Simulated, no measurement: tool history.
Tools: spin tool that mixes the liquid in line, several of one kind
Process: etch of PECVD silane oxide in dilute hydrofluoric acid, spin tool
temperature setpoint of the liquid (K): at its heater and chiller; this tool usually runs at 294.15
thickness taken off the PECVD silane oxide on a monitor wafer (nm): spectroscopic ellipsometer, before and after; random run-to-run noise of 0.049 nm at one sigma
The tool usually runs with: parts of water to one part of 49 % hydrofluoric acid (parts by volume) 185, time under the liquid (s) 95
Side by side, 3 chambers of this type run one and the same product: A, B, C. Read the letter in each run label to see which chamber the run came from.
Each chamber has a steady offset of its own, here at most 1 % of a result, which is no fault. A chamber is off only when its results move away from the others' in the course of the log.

| run | hour | temperature setpoint of the liquid (K) | parts of water to one part of 49 % hydrofluoric acid (parts by volume) | time under the liquid (s) | hours since the thermometer was replaced | hours since the hydrofluoric acid flow meter was replaced | read-back film thickness of the PECVD silane oxide reference wafer, read on the same gauge (nm) | thickness taken off the PECVD silane oxide on a monitor wafer (nm) |
|---|---|---|---|---|---|---|---|---|
| 1A | 2.8 | 294.15 | 185 | 95 | 884.2 | 988.4 | 69.957 | 7.1344 |
| 2C | 7.2 | 294.15 | 185 | 95 | 1445.2 | 895.6 | 70.017 | 7.1626 |
| 3B | 11.6 | 294.15 | 185 | 95 | 696.5 | 856.5 | 69.962 | 7.0627 |
| 4C | 15.8 | 294.15 | 185 | 95 | 1453.8 | 904.2 | 70.003 | 7.1006 |
| 5A | 19.1 | 294.15 | 185 | 95 | 900.5 | 1004.7 | 70.021 | 7.1670 |
| 6B | 22.8 | 294.15 | 185 | 95 | 707.7 | 867.7 | 69.956 | 7.1341 |
| 7B | 28.1 | 294.15 | 185 | 95 | 713.0 | 873.0 | 70.010 | 7.1001 |
| 8A | 33.2 | 294.15 | 185 | 95 | 914.6 | 1018.8 | 69.979 | 7.1636 |
| 9C | 37.1 | 294.15 | 185 | 95 | 1475.1 | 925.5 | 70.018 | 7.0827 |
| 10C | 41.4 | 294.15 | 185 | 95 | 1479.4 | 929.8 | 70.046 | 7.1221 |
| 11B | 45.2 | 294.15 | 185 | 95 | 730.1 | 890.1 | 70.023 | 7.1799 |
| 12A | 49.1 | 296.15 | 125 | 95 | 930.5 | 1034.7 | 69.941 | 12.3360 |
| 13A | 52.2 | 296.15 | 125 | 95 | 933.6 | 1037.8 | 70.006 | 12.4550 |
| 14B | 56.8 | 296.15 | 125 | 95 | 741.7 | 901.7 | 70.005 | 12.0280 |
| 15C | 59.5 | 294.15 | 185 | 95 | 1497.5 | 947.9 | 69.972 | 7.0879 |
| 16C | 62.3 | 294.15 | 185 | 95 | 1500.3 | 950.7 | 70.053 | 7.1052 |
| 17A | 66.0 | 294.15 | 185 | 95 | 947.4 | 1051.6 | 70.025 | 7.5466 |
| 18B | 70.7 | 294.15 | 185 | 95 | 755.6 | 915.6 | 69.971 | 7.1355 |
| 19C | 76.0 | 294.15 | 185 | 95 | 1514.0 | 964.4 | 70.040 | 7.0596 |
| 20A | 80.1 | 294.15 | 185 | 95 | 961.5 | 1065.7 | 69.982 | 7.6373 |
| 21B | 84.5 | 294.15 | 185 | 95 | 769.4 | 929.4 | 70.040 | 7.1580 |
| 22A | 88.4 | 294.15 | 185 | 95 | 969.8 | 1074.0 | 69.985 | 7.7975 |

All 3 chambers run these settings next. Forecast each chamber's results:
| 23A | 92.2 | 294.15 | 185 | 95 |  |  |  | ? |
| 23B | 92.2 | 294.15 | 185 | 95 |  |  |  | ? |
| 23C | 92.2 | 294.15 | 185 | 95 |  |  |  | ? |

| run | thickness taken off the PECVD silane oxide on a monitor wafer (nm) |
|---|---|
| 23A | 7.9524 |
| 23B | 7.1464 |
| 23C | 7.2030 |

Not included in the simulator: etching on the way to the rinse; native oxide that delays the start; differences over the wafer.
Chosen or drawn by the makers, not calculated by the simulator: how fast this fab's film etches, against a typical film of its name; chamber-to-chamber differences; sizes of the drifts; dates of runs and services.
